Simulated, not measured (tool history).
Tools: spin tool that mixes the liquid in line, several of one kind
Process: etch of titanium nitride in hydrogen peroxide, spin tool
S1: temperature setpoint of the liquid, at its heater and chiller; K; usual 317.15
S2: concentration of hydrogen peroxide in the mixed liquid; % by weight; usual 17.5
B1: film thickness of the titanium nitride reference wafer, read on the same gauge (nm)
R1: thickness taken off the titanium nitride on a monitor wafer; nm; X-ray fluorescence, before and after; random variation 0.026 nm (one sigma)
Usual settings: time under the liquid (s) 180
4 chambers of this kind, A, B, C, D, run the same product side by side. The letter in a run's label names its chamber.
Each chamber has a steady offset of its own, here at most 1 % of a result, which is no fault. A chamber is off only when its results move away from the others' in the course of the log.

{"hour": 0.4, "done": "chamber C: new drum of peroxide connected"}
{"run": "1C", "hour": 12.0, "S1": 317.15, "S2": 17.5, "time under the liquid (s)": 180, "B1": 39.998, "R1": 5.2271}
{"run": "2B", "hour": 26.4, "S1": 317.15, "S2": 17.5, "time under the liquid (s)": 180, "B1": 40.021, "R1": 5.1368}
{"hour": 29.5, "done": "chamber C: peroxide flow meter replaced"}
{"run": "3A", "hour": 42.3, "S1": 317.15, "S2": 17.5, "time under the liquid (s)": 180, "B1": 40.01, "R1": 5.0319}
{"hour": 50.1, "done": "chamber A: new drum of peroxide connected"}
{"run": "4D", "hour": 57.9, "S1": 317.15, "S2": 17.5, "time under the liquid (s)": 180, "B1": 39.992, "R1": 5.2367}
{"run": "5D", "hour": 66.2, "S1": 317.15, "S2": 17.5, "time under the liquid (s)": 180, "B1": 40.005, "R1": 5.1563}
{"run": "6A", "hour": 76.3, "S1": 317.15, "S2": 17.5, "time under the liquid (s)": 180, "B1": 39.972, "R1": 5.0894}
{"run": "7B", "hour": 91.7, "S1": 317.15, "S2": 17.5, "time under the liquid (s)": 180, "B1": 39.998, "R1": 5.1537}
{"run": "8C", "hour": 104.9, "S1": 317.15, "S2": 17.5, "time under the liquid (s)": 180, "B1": 39.995, "R1": 5.2028}
{"run": "9D", "hour": 117.1, "S1": 317.15, "S2": 17.5, "time under the liquid (s)": 180, "B1": 40.028, "R1": 5.2063}
{"run": "10A", "hour": 129.6, "S1": 317.15, "S2": 21.5, "time under the liquid (s)": 275, "B1": 39.982, "R1": 8.1931}
{"run": "11C", "hour": 143.8, "S1": 317.15, "S2": 21.5, "time under the liquid (s)": 275, "B1": 39.995, "R1": 8.2689}
{"run": "12B", "hour": 151.5, "S1": 317.15, "S2": 21.5, "time under the liquid (s)": 275, "B1": 39.984, "R1": 8.1729}
{"run": "13D", "hour": 163.3, "S1": 317.15, "S2": 21.5, "time under the liquid (s)": 275, "B1": 39.987, "R1": 8.25}
{"run": "14A", "hour": 173.1, "S1": 317.15, "S2": 17.5, "time under the liquid (s)": 180, "B1": 40.057, "R1": 5.121}
{"run": "15B", "hour": 186.4, "S1": 323.65, "S2": 17.5, "time under the liquid (s)": 180, "B1": 40.027, "R1": 8.3841}
{"run": "16C", "hour": 199.7, "S1": 323.65, "S2": 17.5, "time under the liquid (s)": 180, "B1": 40.006, "R1": 8.3749}
{"run": "17D", "hour": 210.2, "S1": 323.65, "S2": 17.5, "time under the liquid (s)": 180, "B1": 39.971, "R1": 8.235}
{"run": "18C", "hour": 222.5, "S1": 323.65, "S2": 17.5, "time under the liquid (s)": 180, "B1": 39.969, "R1": 8.2965}
{"hour": 225.3, "done": "chamber D: new drum of peroxide connected"}
{"run": "19B", "hour": 231.6, "S1": 317.15, "S2": 17.5, "time under the liquid (s)": 180, "B1": 39.945, "R1": 5.0956}
{"run": "20A", "hour": 240.3, "S1": 317.15, "S2": 17.5, "time under the liquid (s)": 180, "B1": 39.984, "R1": 5.0841}
{"hour": 246.7, "done": "chamber B: new drum of peroxide connected"}
{"run": "21C", "hour": 247.9, "S1": 317.15, "S2": 17.5, "time under the liquid (s)": 180, "B1": 40.032, "R1": 5.1927}
{"hour": 262.5, "done": "chamber A: heated supply line repaired"}
{"run": "22A", "hour": 263.1, "S1": 317.15, "S2": 17.5, "time under the liquid (s)": 180, "B1": 40.031, "R1": 5.1238}
{"run": "23D", "hour": 271.7, "S1": 317.15, "S2": 17.5, "time under the liquid (s)": 180, "B1": 39.965, "R1": 5.0352}
{"run": "24B", "hour": 288.1, "S1": 317.15, "S2": 17.5, "time under the liquid (s)": 180, "B1": 39.992, "R1": 5.0893}
{"run": "25C", "hour": 298.8, "S1": 317.15, "S2": 21, "time under the liquid (s)": 280, "B1": 40.024, "R1": 8.3662}
{"run": "26D", "hour": 312.3, "S1": 317.15, "S2": 21, "time under the liquid (s)": 280, "B1": 39.978, "R1": 8.0504}
{"run": "27B", "hour": 323.8, "S1": 317.15, "S2": 21, "time under the liquid (s)": 280, "B1": 40.021, "R1": 8.296}
{"run": "28A", "hour": 335.9, "S1": 317.15, "S2": 21, "time under the liquid (s)": 280, "B1": 40.019, "R1": 8.2457}
{"run": "29C", "hour": 346.5, "S1": 317.15, "S2": 17.5, "time under the liquid (s)": 180, "B1": 40.012, "R1": 5.2061}
{"run": "30B", "hour": 357.6, "S1": 317.15, "S2": 17.5, "time under the liquid (s)": 180, "B1": 40.025, "R1": 5.1779}
{"run": "31D", "hour": 366.3, "S1": 317.15, "S2": 21, "time under the liquid (s)": 275, "B1": 39.987, "R1": 7.7553}

Next, every chamber runs the same settings. What will each give?
{"run": "32A", "hour": 378.1, "S1": 317.15, "S2": 17.5, "time under the liquid (s)": 180, "R1": "?"}
{"run": "32B", "hour": 378.1, "S1": 317.15, "S2": 17.5, "time under the liquid (s)": 180, "R1": "?"}
{"run": "32C", "hour": 378.1, "S1": 317.15, "S2": 17.5, "time under the liquid (s)": 180, "R1": "?"}
{"run": "32D", "hour": 378.1, "S1": 317.15, "S2": 17.5, "time under the liquid (s)": 180, "R1": "?"}

run=32A R1=5.1101
run=32B R1=5.087
run=32C R1=5.1616
run=32D R1=4.9795
